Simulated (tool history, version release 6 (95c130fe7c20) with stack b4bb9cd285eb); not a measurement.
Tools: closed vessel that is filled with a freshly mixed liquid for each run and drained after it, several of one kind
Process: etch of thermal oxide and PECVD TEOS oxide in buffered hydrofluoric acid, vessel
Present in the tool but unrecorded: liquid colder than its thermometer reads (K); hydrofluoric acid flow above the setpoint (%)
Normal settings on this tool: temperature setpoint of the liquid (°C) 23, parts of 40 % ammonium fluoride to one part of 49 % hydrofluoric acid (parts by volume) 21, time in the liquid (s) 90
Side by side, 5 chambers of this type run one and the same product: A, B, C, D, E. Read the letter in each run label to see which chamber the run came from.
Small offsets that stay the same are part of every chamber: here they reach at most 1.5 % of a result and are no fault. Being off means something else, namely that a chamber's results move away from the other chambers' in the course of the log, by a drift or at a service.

run	day	temperature setpoint of the liquid (°C)	parts of 40 % ammonium fluoride to one part of 49 % hydrofluoric acid (parts by volume)	time in the liquid (s)	hours since the thermometer was replaced	hours since the hydrofluoric acid flow meter was replaced	read-back film thickness of the thermal oxide reference wafer, read on the same gauge (nm)	read-back film thickness of the PECVD TEOS oxide reference wafer, read on the same gauge (nm)	thickness taken off the thermal oxide on a monitor wafer (Å)	thickness taken off the PECVD TEOS oxide on a monitor wafer (Å)
1A	0.408	23	21	90	121.2	394.1	40.004	90.028	479.13	1241.6
2E	0.725	23	21	90	497.9	631.7	39.997	90.03	478.12	1233.1
3C	1.192	23	21	90	728.2	73.5	39.972	89.985	479.04	1222.9
# day 1.558: chamber E: thermometer replaced
4B	1.854	23	21	90	693.3	676.9	40.026	90.05	481.56	1242.2
5D	2.275	23	21	90	701.3	473.2	40.009	90.058	478.15	1217.2
6B	2.588	23	21	90	710.9	694.5	40.007	90.04	482	1227.2
7D	3.175	23	21	90	722.9	494.8	39.985	89.982	479.23	1226.4
8A	3.738	23	21	90	201.1	474	39.992	89.989	478.75	1234.9
9E	4.262	23	21	90	64.9	716.6	40.013	90.008	478.08	1220.1
10C	4.575	23	21	90	809.4	154.7	40.006	90.015	475.42	1240.3
11E	5.025	23	21	90	83.2	734.9	40.01	90.049	480.64	1227
12B	5.417	23	21	90	778.8	762.4	39.994	89.992	481.59	1239.3
13C	5.929	23	16.5	90	841.9	187.2	40.011	89.978	597.25	1563.1
14D	6.396	23	16.5	90	800.2	572.1	39.984	89.969	600.74	1551
15A	6.804	23	16.5	90	274.7	547.6	39.989	90.02	596.64	1549.4
16A	7.175	23	16.5	90	283.6	556.5	39.997	90.046	598.17	1538.3
17E	7.621	23	16.5	90	145.5	797.2	40.004	89.974	602.16	1547.5
18C	8.133	23	21	90	894.8	240.1	39.987	90.04	477.92	1252.8
19B	8.458	23	21	90	851.8	835.4	39.994	89.988	482.71	1218.8
20D	9.092	23	21	90	864.9	636.8	39.99	89.957	481.27	1208.4
21C	9.608	23	21	70	930.2	275.5	39.985	89.999	371.22	972.36
# day 9.65: chamber B: thermometer replaced
22A	10.042	23	21	70	352.4	625.3	39.983	89.949	374.39	945.85
23E	10.367	23	21	70	211.4	863.1	40.011	89.97	371.85	946.14
24B	10.925	23	21	70	30.6	894.6	40.017	89.988	374.3	953.81
25D	11.592	23	21	70	924.9	696.8	40.002	90.024	374.27	932.34
26A	11.904	23	21	90	397.1	670	39.99	90.006	477.67	1230.4
27B	12.258	23	21	135	62.6	926.6	39.99	89.961	724.95	1862.7
28D	12.654	23	21	135	950.4	722.3	39.957	89.993	715.01	1877.2
29E	13.071	23	21	135	276.3	928	40.027	89.999	719.08	1853.6
# day 13.267: chamber C: hydrofluoric acid flow meter replaced
30C	13.738	23	21	135	1029.3	11.4	40.007	90.019	719.09	1878.8
31E	14.408	23	21	135	308.4	960.1	39.984	89.982	718.12	1843.5

Next, all 5 chambers run the settings below, one line each with question marks for the results. What does each chamber give?
32A	14.896	23	21	90					?	?
32B	14.896	23	21	90					?	?
32C	14.896	23	21	90					?	?
32D	14.896	23	21	90					?	?
32E	14.896	23	21	90					?	?

run	thickness taken off the thermal oxide on a monitor wafer (Å)	thickness taken off the PECVD TEOS oxide on a monitor wafer (Å)
32A	480.97	1239
32B	481.47	1236.5
32C	478.1	1237.2
32D	477.91	1235.5
32E	475.35	1212.6
